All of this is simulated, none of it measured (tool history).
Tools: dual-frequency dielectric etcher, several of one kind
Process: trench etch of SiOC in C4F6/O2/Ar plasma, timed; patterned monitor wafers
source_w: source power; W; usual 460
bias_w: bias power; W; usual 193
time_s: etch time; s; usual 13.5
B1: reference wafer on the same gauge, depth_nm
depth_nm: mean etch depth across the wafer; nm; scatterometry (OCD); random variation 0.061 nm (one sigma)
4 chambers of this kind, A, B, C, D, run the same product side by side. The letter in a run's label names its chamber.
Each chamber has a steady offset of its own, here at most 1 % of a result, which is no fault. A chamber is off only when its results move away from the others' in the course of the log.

{"run": "1A", "hour": 3.8, "source_w": 460, "bias_w": 193, "time_s": 13.5, "B1": 30.502, "depth_nm": 30.101}
{"run": "2C", "hour": 8.1, "source_w": 460, "bias_w": 193, "time_s": 13.5, "B1": 30.507, "depth_nm": 30.397}
{"run": "3D", "hour": 14.2, "source_w": 460, "bias_w": 193, "time_s": 13.5, "B1": 30.502, "depth_nm": 30.137}
{"run": "4B", "hour": 21.4, "source_w": 460, "bias_w": 193, "time_s": 13.5, "B1": 30.503, "depth_nm": 30.283}
{"run": "5A", "hour": 28.8, "source_w": 460, "bias_w": 193, "time_s": 13.5, "B1": 30.506, "depth_nm": 30.094}
{"run": "6B", "hour": 34.4, "source_w": 460, "bias_w": 173, "time_s": 13.5, "B1": 30.502, "depth_nm": 29.267}
{"run": "7C", "hour": 38.2, "source_w": 460, "bias_w": 173, "time_s": 13.5, "B1": 30.496, "depth_nm": 29.434}
{"run": "8D", "hour": 44.9, "source_w": 460, "bias_w": 173, "time_s": 13.5, "B1": 30.51, "depth_nm": 29.255}
{"run": "9C", "hour": 50.6, "source_w": 460, "bias_w": 173, "time_s": 13.5, "B1": 30.487, "depth_nm": 29.506}
{"run": "10B", "hour": 55.0, "source_w": 460, "bias_w": 159, "time_s": 10.5, "B1": 30.511, "depth_nm": 22.081}
{"run": "11D", "hour": 58.3, "source_w": 460, "bias_w": 159, "time_s": 10.5, "B1": 30.515, "depth_nm": 22.149}
{"run": "12A", "hour": 61.9, "source_w": 460, "bias_w": 159, "time_s": 10.5, "B1": 30.512, "depth_nm": 22.004}
{"run": "13B", "hour": 67.8, "source_w": 460, "bias_w": 159, "time_s": 10.5, "B1": 30.503, "depth_nm": 22.126}
{"run": "14A", "hour": 72.4, "source_w": 460, "bias_w": 193, "time_s": 13.5, "B1": 30.493, "depth_nm": 30.217}
{"run": "15C", "hour": 76.8, "source_w": 460, "bias_w": 193, "time_s": 13.5, "B1": 30.502, "depth_nm": 30.526}
{"run": "16D", "hour": 84.3, "source_w": 460, "bias_w": 193, "time_s": 13.5, "B1": 30.505, "depth_nm": 30.233}
{"run": "17B", "hour": 87.6, "source_w": 460, "bias_w": 193, "time_s": 13.5, "B1": 30.503, "depth_nm": 30.087}
{"hour": 89.1, "done": "chamber B: wet clean of the chamber"}
{"run": "18D", "hour": 93.5, "source_w": 460, "bias_w": 193, "time_s": 13.5, "B1": 30.508, "depth_nm": 30.143}
{"run": "19A", "hour": 100.7, "source_w": 460, "bias_w": 172, "time_s": 10.0, "B1": 30.508, "depth_nm": 21.533}
{"run": "20C", "hour": 105.4, "source_w": 460, "bias_w": 172, "time_s": 10.0, "B1": 30.488, "depth_nm": 21.774}
{"run": "21A", "hour": 111.3, "source_w": 460, "bias_w": 172, "time_s": 10.0, "B1": 30.499, "depth_nm": 21.496}
{"run": "22C", "hour": 116.4, "source_w": 460, "bias_w": 172, "time_s": 10.0, "B1": 30.496, "depth_nm": 21.718}
{"hour": 120.5, "done": "chamber D: wet clean of the chamber"}
{"run": "23B", "hour": 121.9, "source_w": 460, "bias_w": 193, "time_s": 13.5, "B1": 30.507, "depth_nm": 30.855}
{"run": "24D", "hour": 127.8, "source_w": 460, "bias_w": 193, "time_s": 16.0, "B1": 30.49, "depth_nm": 35.811}
{"run": "25B", "hour": 132.6, "source_w": 460, "bias_w": 193, "time_s": 16.0, "B1": 30.489, "depth_nm": 36.549}
{"run": "26D", "hour": 137.1, "source_w": 460, "bias_w": 193, "time_s": 16.0, "B1": 30.497, "depth_nm": 35.813}
{"run": "27C", "hour": 143.9, "source_w": 460, "bias_w": 193, "time_s": 16.0, "B1": 30.515, "depth_nm": 36.085}
{"run": "28A", "hour": 149.0, "source_w": 460, "bias_w": 193, "time_s": 13.5, "B1": 30.49, "depth_nm": 30.074}
{"run": "29D", "hour": 154.6, "source_w": 460, "bias_w": 193, "time_s": 13.5, "B1": 30.502, "depth_nm": 30.179}
{"run": "30B", "hour": 161.6, "source_w": 460, "bias_w": 193, "time_s": 13.5, "B1": 30.508, "depth_nm": 30.893}
{"run": "31C", "hour": 168.5, "source_w": 460, "bias_w": 193, "time_s": 13.5, "B1": 30.51, "depth_nm": 30.62}
{"run": "32A", "hour": 172.3, "source_w": 460, "bias_w": 193, "time_s": 13.5, "B1": 30.483, "depth_nm": 30.224}
{"run": "33C", "hour": 179.7, "source_w": 460, "bias_w": 193, "time_s": 13.5, "B1": 30.493, "depth_nm": 30.531}
{"run": "34B", "hour": 184.6, "source_w": 460, "bias_w": 193, "time_s": 13.5, "B1": 30.493, "depth_nm": 30.926}
{"run": "35D", "hour": 188.5, "source_w": 460, "bias_w": 193, "time_s": 13.5, "B1": 30.481, "depth_nm": 30.378}
{"run": "36A", "hour": 192.0, "source_w": 460, "bias_w": 193, "time_s": 13.5, "B1": 30.521, "depth_nm": 30.12}
{"run": "37D", "hour": 198.4, "source_w": 460, "bias_w": 193, "time_s": 13.5, "B1": 30.495, "depth_nm": 30.214}
{"run": "38A", "hour": 204.0, "source_w": 460, "bias_w": 193, "time_s": 13.5, "B1": 30.5, "depth_nm": 30.07}
{"run": "39B", "hour": 209.8, "source_w": 460, "bias_w": 193, "time_s": 13.5, "B1": 30.487, "depth_nm": 30.808}
{"run": "40C", "hour": 216.5, "source_w": 460, "bias_w": 193, "time_s": 13.5, "B1": 30.501, "depth_nm": 30.512}
{"run": "41B", "hour": 222.9, "source_w": 460, "bias_w": 193, "time_s": 13.5, "B1": 30.5, "depth_nm": 30.757}

All 4 chambers run these settings next. Forecast each chamber's results:
{"run": "42A", "hour": 228.4, "source_w": 460, "bias_w": 153, "time_s": 13.5, "depth_nm": "?"}
{"run": "42B", "hour": 228.4, "source_w": 460, "bias_w": 153, "time_s": 13.5, "depth_nm": "?"}
{"run": "42C", "hour": 228.4, "source_w": 460, "bias_w": 153, "time_s": 13.5, "depth_nm": "?"}
{"run": "42D", "hour": 228.4, "source_w": 460, "bias_w": 153, "time_s": 13.5, "depth_nm": "?"}

run=42A depth_nm=28.054
run=42B depth_nm=28.707
run=42C depth_nm=28.307
run=42D depth_nm=28.119

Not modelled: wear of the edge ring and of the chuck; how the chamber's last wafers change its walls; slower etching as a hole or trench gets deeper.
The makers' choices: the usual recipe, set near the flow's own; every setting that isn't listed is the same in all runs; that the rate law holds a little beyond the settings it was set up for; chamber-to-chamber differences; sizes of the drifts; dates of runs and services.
